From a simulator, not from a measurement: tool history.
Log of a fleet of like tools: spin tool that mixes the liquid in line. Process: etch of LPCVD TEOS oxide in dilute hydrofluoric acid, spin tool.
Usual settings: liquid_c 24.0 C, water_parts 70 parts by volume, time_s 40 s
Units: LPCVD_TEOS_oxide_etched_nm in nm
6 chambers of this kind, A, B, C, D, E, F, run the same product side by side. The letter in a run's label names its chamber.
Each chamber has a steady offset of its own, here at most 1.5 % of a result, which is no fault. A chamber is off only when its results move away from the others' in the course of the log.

run,day,liquid_c,water_parts,time_s,hours since the thermometer was replaced,hours since the hydrofluoric acid flow meter was replaced,"read-back film thickness of the LPCVD TEOS oxide reference wafer, read on the same gauge (nm)",LPCVD_TEOS_oxide_etched_nm
1B,0.175,24.0,70,40,410.6,2100.9,140.00,15.399
2C,0.283,24.0,70,40,1700.0,89.8,140.00,15.680
3E,0.421,24.0,70,40,24.2,588.3,140.00,15.625
4F,0.542,24.0,70,40,1372.3,418.6,140.00,15.623
5D,0.658,24.0,70,40,505.9,1183.3,140.03,15.776
6A,0.858,26.5,70,40,103.9,460.6,140.01,17.325
7F,1.029,26.5,70,40,1384.0,430.3,139.99,17.245
8C,1.167,26.5,70,40,1721.2,111.0,140.01,17.437
9E,1.358,26.5,70,40,46.7,610.8,139.99,17.422
10A,1.496,26.5,70,40,119.2,475.9,140.02,17.333
11B,1.654,26.5,70,40,446.1,2136.4,140.03,17.075
12D,1.754,24.0,70,40,532.2,1209.6,140.01,15.587
13F,1.871,24.0,70,40,1404.2,450.5,139.98,15.903
14B,2.050,24.0,70,40,455.6,2145.9,140.03,15.737
15E,2.217,24.0,70,40,67.3,631.4,140.01,15.632
16A,2.358,24.0,70,40,139.9,496.6,139.96,15.646
17C,2.471,24.0,70,40,1752.5,142.3,140.01,15.453
18D,2.642,24.0,70,40,553.5,1230.9,139.99,15.936
19C,2.842,24.0,55,40,1761.4,151.2,140.03,20.027
20A,2.954,24.0,55,40,154.2,510.9,140.00,20.360
21D,3.162,24.0,55,40,566.0,1243.4,140.02,20.252
22B,3.300,24.0,55,40,485.6,2175.9,140.02,20.345
23F,3.517,24.0,55,40,1443.7,490.0,139.98,20.739
24E,3.646,24.0,55,40,101.6,665.7,140.00,20.607
25A,3.779,24.0,70,40,174.0,530.7,140.02,15.545
26F,3.958,24.0,70,40,1454.3,500.6,139.99,16.025
27E,4.112,24.0,70,40,112.8,676.9,140.02,15.827
# day 4.233: chamber E: hydrofluoric acid flow meter replaced
28C,4.238,24.0,70,40,1794.9,184.7,140.01,15.683
29B,4.333,24.0,70,40,510.4,2200.7,140.01,15.713
30D,4.433,24.0,70,40,596.5,1273.9,139.98,15.708
31B,4.562,24.0,70,40,515.9,2206.2,140.02,15.547
32E,4.738,24.0,70,40,127.8,12.1,139.99,15.617
33D,4.929,24.0,70,40,608.4,1285.8,139.97,15.906
34F,5.100,24.0,70,40,1481.7,528.0,140.03,16.331
35A,5.233,29.0,70,60,208.9,565.6,140.02,28.705
36C,5.433,29.0,70,60,1823.6,213.4,140.00,28.654
37C,5.575,29.0,70,60,1827.0,216.8,139.99,28.644
38D,5.679,29.0,70,60,626.4,1303.8,140.02,28.966

What goes on in this fleet: one chamber off, a drifting gauge, or nothing beyond the chambers' own small offsets? Name the chamber and the cause, if any.

Chamber F drifts away from the others.
Cause: hydrofluoric acid flow above the setpoint (%) = 4.27.
The log may not tell that from: liquid hotter than its thermometer reads (K).

Here are 4 candidates for chamber F's next run, each the usual settings with a change, their results left as question marks. Which one brings its results back in line with what the others give on the usual settings?
In line means no further than this from the other chambers' mean on the usual settings: LPCVD_TEOS_oxide_etched_nm 0.370 nm
39F-1,5.833,23.0,70,40,,,,?
39F-2,5.833,22.0,70,40,,,,?
39F-3,5.833,24.0,65,40,,,,?
39F-4,5.833,25.0,70,40,,,,?

The other chambers' mean on the usual settings: LPCVD_TEOS_oxide_etched_nm 15.664 nm
run,LPCVD_TEOS_oxide_etched_nm
39F-1,15.677
39F-2,15.033
39F-3,17.722
39F-4,17.017
39F-1 brings the chamber back in line.

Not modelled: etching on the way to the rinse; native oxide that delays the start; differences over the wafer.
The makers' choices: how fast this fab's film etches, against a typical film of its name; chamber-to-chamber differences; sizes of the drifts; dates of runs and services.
